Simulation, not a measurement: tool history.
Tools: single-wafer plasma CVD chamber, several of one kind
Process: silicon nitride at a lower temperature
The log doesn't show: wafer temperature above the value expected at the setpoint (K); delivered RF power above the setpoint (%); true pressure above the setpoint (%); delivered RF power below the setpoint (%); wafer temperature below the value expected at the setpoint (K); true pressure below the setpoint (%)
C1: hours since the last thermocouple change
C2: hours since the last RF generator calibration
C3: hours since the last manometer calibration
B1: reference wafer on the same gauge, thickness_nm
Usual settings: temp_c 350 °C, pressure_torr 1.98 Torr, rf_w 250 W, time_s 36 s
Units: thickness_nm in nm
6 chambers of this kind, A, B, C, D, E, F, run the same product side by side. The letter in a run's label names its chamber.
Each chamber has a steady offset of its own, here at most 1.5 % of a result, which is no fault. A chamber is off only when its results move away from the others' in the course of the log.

run 1A hour=7.3 | temp_c=350 pressure_torr=1.98 rf_w=250 time_s=36 | C1=1484.3 C2=1272.1 C3=723.3 | B1=33.356 | thickness_nm=39.135
run 2C hour=18.9 | temp_c=350 pressure_torr=1.98 rf_w=250 time_s=36 | C1=1051.8 C2=1261.4 C3=1381.3 | B1=33.436 | thickness_nm=39.308
run 3D hour=26.1 | temp_c=350 pressure_torr=1.98 rf_w=250 time_s=36 | C1=1209.2 C2=1479.1 C3=2466.4 | B1=33.407 | thickness_nm=39.614
run 4F hour=35.8 | temp_c=350 pressure_torr=1.98 rf_w=250 time_s=36 | C1=164.4 C2=712.1 C3=768.9 | B1=33.386 | thickness_nm=39.663
-- hour=37.6 chamber E: thermocouple changed; heater temperature recalibrated
run 5B hour=46.1 | temp_c=350 pressure_torr=1.98 rf_w=250 time_s=36 | C1=1221.3 C2=383.0 C3=264.4 | B1=33.387 | thickness_nm=38.939
run 6E hour=54.3 | temp_c=350 pressure_torr=1.98 rf_w=250 time_s=36 | C1=16.8 C2=568.4 C3=77.2 | B1=33.417 | thickness_nm=39.504
run 7D hour=65.0 | temp_c=350 pressure_torr=1.98 rf_w=250 time_s=36 | C1=1248.1 C2=1518.0 C3=2505.3 | B1=33.421 | thickness_nm=39.358
run 8C hour=72.0 | temp_c=350 pressure_torr=1.98 rf_w=250 time_s=36 | C1=1104.9 C2=1314.5 C3=1434.4 | B1=33.422 | thickness_nm=39.105
run 9A hour=83.9 | temp_c=350 pressure_torr=1.98 rf_w=250 time_s=36 | C1=1560.9 C2=1348.7 C3=799.9 | B1=33.436 | thickness_nm=38.848
run 10E hour=95.1 | temp_c=350 pressure_torr=1.98 rf_w=250 time_s=36 | C1=57.6 C2=609.2 C3=118.0 | B1=33.408 | thickness_nm=38.978
run 11F hour=104.3 | temp_c=350 pressure_torr=1.98 rf_w=250 time_s=36 | C1=232.9 C2=780.6 C3=837.4 | B1=33.425 | thickness_nm=39.785
run 12B hour=112.7 | temp_c=350 pressure_torr=1.98 rf_w=250 time_s=36 | C1=1287.9 C2=449.6 C3=331.0 | B1=33.368 | thickness_nm=38.732
run 13B hour=123.3 | temp_c=350 pressure_torr=1.53 rf_w=250 time_s=36 | C1=1298.5 C2=460.2 C3=341.6 | B1=33.423 | thickness_nm=36.411
run 14D hour=135.8 | temp_c=350 pressure_torr=1.53 rf_w=250 time_s=36 | C1=1318.9 C2=1588.8 C3=2576.1 | B1=33.411 | thickness_nm=36.807
run 15C hour=146.8 | temp_c=350 pressure_torr=1.53 rf_w=250 time_s=36 | C1=1179.7 C2=1389.3 C3=1509.2 | B1=33.350 | thickness_nm=36.441
run 16E hour=159.6 | temp_c=350 pressure_torr=1.53 rf_w=250 time_s=36 | C1=122.1 C2=673.7 C3=182.5 | B1=33.427 | thickness_nm=36.850
run 17A hour=169.0 | temp_c=350 pressure_torr=1.53 rf_w=250 time_s=36 | C1=1646.0 C2=1433.8 C3=885.0 | B1=33.398 | thickness_nm=36.854
run 18F hour=180.6 | temp_c=350 pressure_torr=1.53 rf_w=250 time_s=36 | C1=309.2 C2=856.9 C3=913.7 | B1=33.427 | thickness_nm=37.023
run 19B hour=191.6 | temp_c=356 pressure_torr=1.98 rf_w=215 time_s=36 | C1=1366.8 C2=528.5 C3=409.9 | B1=33.375 | thickness_nm=35.174
-- hour=192.9 chamber A: thermocouple changed; heater temperature recalibrated
run 20D hour=200.8 | temp_c=356 pressure_torr=1.98 rf_w=215 time_s=36 | C1=1383.9 C2=1653.8 C3=2641.1 | B1=33.406 | thickness_nm=35.227
run 21C hour=210.9 | temp_c=356 pressure_torr=1.98 rf_w=215 time_s=36 | C1=1243.8 C2=1453.4 C3=1573.3 | B1=33.440 | thickness_nm=35.463
run 22A hour=225.2 | temp_c=356 pressure_torr=1.98 rf_w=215 time_s=36 | C1=32.4 C2=1490.0 C3=941.2 | B1=33.390 | thickness_nm=35.217
run 23F hour=236.4 | temp_c=356 pressure_torr=1.98 rf_w=215 time_s=36 | C1=365.0 C2=912.7 C3=969.5 | B1=33.446 | thickness_nm=35.560
run 24E hour=244.7 | temp_c=356 pressure_torr=1.98 rf_w=215 time_s=36 | C1=207.2 C2=758.8 C3=267.6 | B1=33.406 | thickness_nm=34.986
-- hour=251.4 chamber D: capacitance manometer re-zeroed and calibrated
run 25E hour=252.5 | temp_c=350 pressure_torr=1.98 rf_w=250 time_s=36 | C1=215.0 C2=766.6 C3=275.4 | B1=33.346 | thickness_nm=39.463
run 26B hour=268.2 | temp_c=342 pressure_torr=1.98 rf_w=280 time_s=36 | C1=1443.4 C2=605.1 C3=486.5 | B1=33.409 | thickness_nm=42.387
-- hour=270.3 chamber C: thermocouple changed; heater temperature recalibrated
run 27F hour=276.2 | temp_c=342 pressure_torr=1.98 rf_w=280 time_s=36 | C1=404.8 C2=952.5 C3=1009.3 | B1=33.421 | thickness_nm=43.275
run 28C hour=286.7 | temp_c=342 pressure_torr=1.98 rf_w=280 time_s=36 | C1=16.5 C2=1529.2 C3=1649.1 | B1=33.404 | thickness_nm=42.570
-- hour=292.6 chamber F: RF generator calibrated
run 29D hour=299.5 | temp_c=342 pressure_torr=1.98 rf_w=280 time_s=36 | C1=1482.6 C2=1752.5 C3=48.2 | B1=33.399 | thickness_nm=42.828
run 30A hour=308.2 | temp_c=342 pressure_torr=1.98 rf_w=280 time_s=36 | C1=115.4 C2=1573.0 C3=1024.2 | B1=33.390 | thickness_nm=42.264
run 31C hour=322.9 | temp_c=342 pressure_torr=1.98 rf_w=280 time_s=36 | C1=52.7 C2=1565.4 C3=1685.3 | B1=33.393 | thickness_nm=42.692
run 32D hour=333.4 | temp_c=350 pressure_torr=1.98 rf_w=250 time_s=36 | C1=1516.5 C2=1786.4 C3=82.1 | B1=33.415 | thickness_nm=39.590
run 33F hour=347.0 | temp_c=350 pressure_torr=1.98 rf_w=250 time_s=36 | C1=475.6 C2=54.4 C3=1080.1 | B1=33.408 | thickness_nm=39.611
run 34E hour=358.6 | temp_c=350 pressure_torr=1.67 rf_w=250 time_s=36 | C1=321.1 C2=872.7 C3=381.5 | B1=33.389 | thickness_nm=37.177
run 35A hour=371.2 | temp_c=350 pressure_torr=1.67 rf_w=250 time_s=36 | C1=178.4 C2=1636.0 C3=1087.2 | B1=33.377 | thickness_nm=37.511
run 36B hour=381.6 | temp_c=350 pressure_torr=1.67 rf_w=250 time_s=36 | C1=1556.8 C2=718.5 C3=599.9 | B1=33.378 | thickness_nm=37.437
run 37A hour=396.0 | temp_c=350 pressure_torr=1.67 rf_w=250 time_s=36 | C1=203.2 C2=1660.8 C3=1112.0 | B1=33.372 | thickness_nm=37.491
run 38C hour=409.2 | temp_c=350 pressure_torr=1.67 rf_w=250 time_s=36 | C1=139.0 C2=1651.7 C3=1771.6 | B1=33.344 | thickness_nm=37.457
run 39D hour=418.8 | temp_c=350 pressure_torr=1.67 rf_w=250 time_s=36 | C1=1601.9 C2=1871.8 C3=167.5 | B1=33.390 | thickness_nm=37.487
run 40F hour=431.2 | temp_c=355 pressure_torr=1.98 rf_w=285 time_s=36 | C1=559.8 C2=138.6 C3=1164.3 | B1=33.410 | thickness_nm=43.685
run 41E hour=443.2 | temp_c=355 pressure_torr=1.98 rf_w=285 time_s=36 | C1=405.7 C2=957.3 C3=466.1 | B1=33.379 | thickness_nm=43.056
run 42B hour=451.4 | temp_c=355 pressure_torr=1.98 rf_w=285 time_s=36 | C1=1626.6 C2=788.3 C3=669.7 | B1=33.404 | thickness_nm=43.039

Is one chamber off against the others, does the gauge drift, or is nothing wrong? If a chamber is off, say which, and what the likeliest cause is.

No chamber stands off beyond its own small offset, and the gauge holds steady.
